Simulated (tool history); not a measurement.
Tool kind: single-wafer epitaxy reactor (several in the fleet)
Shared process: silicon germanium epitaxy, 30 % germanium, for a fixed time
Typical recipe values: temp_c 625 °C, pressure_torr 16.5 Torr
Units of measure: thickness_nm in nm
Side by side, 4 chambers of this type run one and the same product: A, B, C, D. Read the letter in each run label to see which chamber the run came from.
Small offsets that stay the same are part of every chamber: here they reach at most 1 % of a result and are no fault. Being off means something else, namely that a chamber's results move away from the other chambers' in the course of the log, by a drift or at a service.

run	hour	temp_c	pressure_torr	hours since the last pyrometer calibration	hours since the last manometer calibration	read-back reference wafer on the same gauge, thickness_nm	thickness_nm
1C	2.2	625	16.5	488.6	615.1	95.541	85.777
2B	4.3	625	16.5	631.3	1787.9	95.491	84.456
3D	6.4	625	16.5	737.6	252.8	95.524	85.295
4A	9.7	625	16.5	1925.5	1245.2	95.546	85.119
5B	11.8	625	16.5	638.8	1795.4	95.540	84.696
6D	14.1	613	13.6	745.3	260.5	95.563	64.034
7C	16.7	613	13.6	503.1	629.6	95.577	64.314
8A	19.3	613	13.6	1935.1	1254.8	95.568	64.160
9D	21.6	613	13.6	752.8	268.0	95.605	64.313
10B	23.7	625	16.5	650.7	1807.3	95.633	84.682
11C	28.1	625	16.5	514.5	641.0	95.643	85.833
12A	30.2	625	16.5	1946.0	1265.7	95.661	85.155
13C	34.7	625	16.5	521.1	647.6	95.623	85.876
14A	38.6	625	16.5	1954.4	1274.1	95.649	85.085
15B	40.7	625	16.5	667.7	1824.3	95.630	84.661
16D	44.2	625	16.5	775.4	290.6	95.647	85.405
17C	47.1	625	16.5	533.5	660.0	95.690	85.560
18B	51.0	625	16.5	678.0	1834.6	95.689	84.954
19D	53.5	625	16.5	784.7	299.9	95.691	85.674
20A	57.7	625	16.5	1973.5	1293.2	95.738	85.214
21D	60.6	625	16.5	791.8	307.0	95.719	85.461
22C	64.9	625	16.5	551.3	677.8	95.765	85.907
23B	68.5	625	13.8	695.5	1852.1	95.787	79.075
24A	73.1	625	13.8	1988.9	1308.6	95.790	79.472
25A	77.7	625	13.8	1993.5	1313.2	95.797	79.638
26C	82.0	625	13.8	568.4	694.9	95.811	80.009
27B	84.5	625	16.5	711.5	1868.1	95.859	84.961
28D	87.2	625	16.5	818.4	333.6	95.840	85.491
29D	90.2	625	16.5	821.4	336.6	95.849	85.541
30A	92.3	625	16.5	2008.1	1327.8	95.876	85.366
31C	96.3	625	16.5	582.7	709.2	95.903	85.773
32B	98.5	625	16.5	725.5	1882.1	95.918	85.132
33A	101.1	625	16.5	2016.9	1336.6	95.880	85.251
34C	104.1	625	14.6	590.5	717.0	95.931	81.810
35B	106.7	625	14.6	733.7	1890.3	95.935	81.213
36D	111.1	625	14.6	842.3	357.5	95.960	81.585
37D	113.2	625	14.6	844.4	359.6	95.960	81.621
38C	117.2	625	16.5	603.6	730.1	95.967	86.359
39A	120.4	625	16.5	2036.2	1355.9	96.002	85.311
40B	124.7	625	16.5	751.7	1908.3	95.979	84.821
# hour 125.7: chamber B: capacitance manometer re-zeroed and calibrated
41D	128.6	625	16.5	859.8	375.0	96.036	85.550
42B	133.1	632	16.5	760.1	7.5	96.057	95.777

Decide between three cases: one chamber stands off from its peers, the gauge reading all wafers drifts, or nothing is wrong past each chamber's small offset. Where a chamber is off, say which and what most likely put it there.

The gauge drifts, so all chambers seem to drift together. No chamber is off.
Likeliest cause: gauge reads high (%) = 0.573.

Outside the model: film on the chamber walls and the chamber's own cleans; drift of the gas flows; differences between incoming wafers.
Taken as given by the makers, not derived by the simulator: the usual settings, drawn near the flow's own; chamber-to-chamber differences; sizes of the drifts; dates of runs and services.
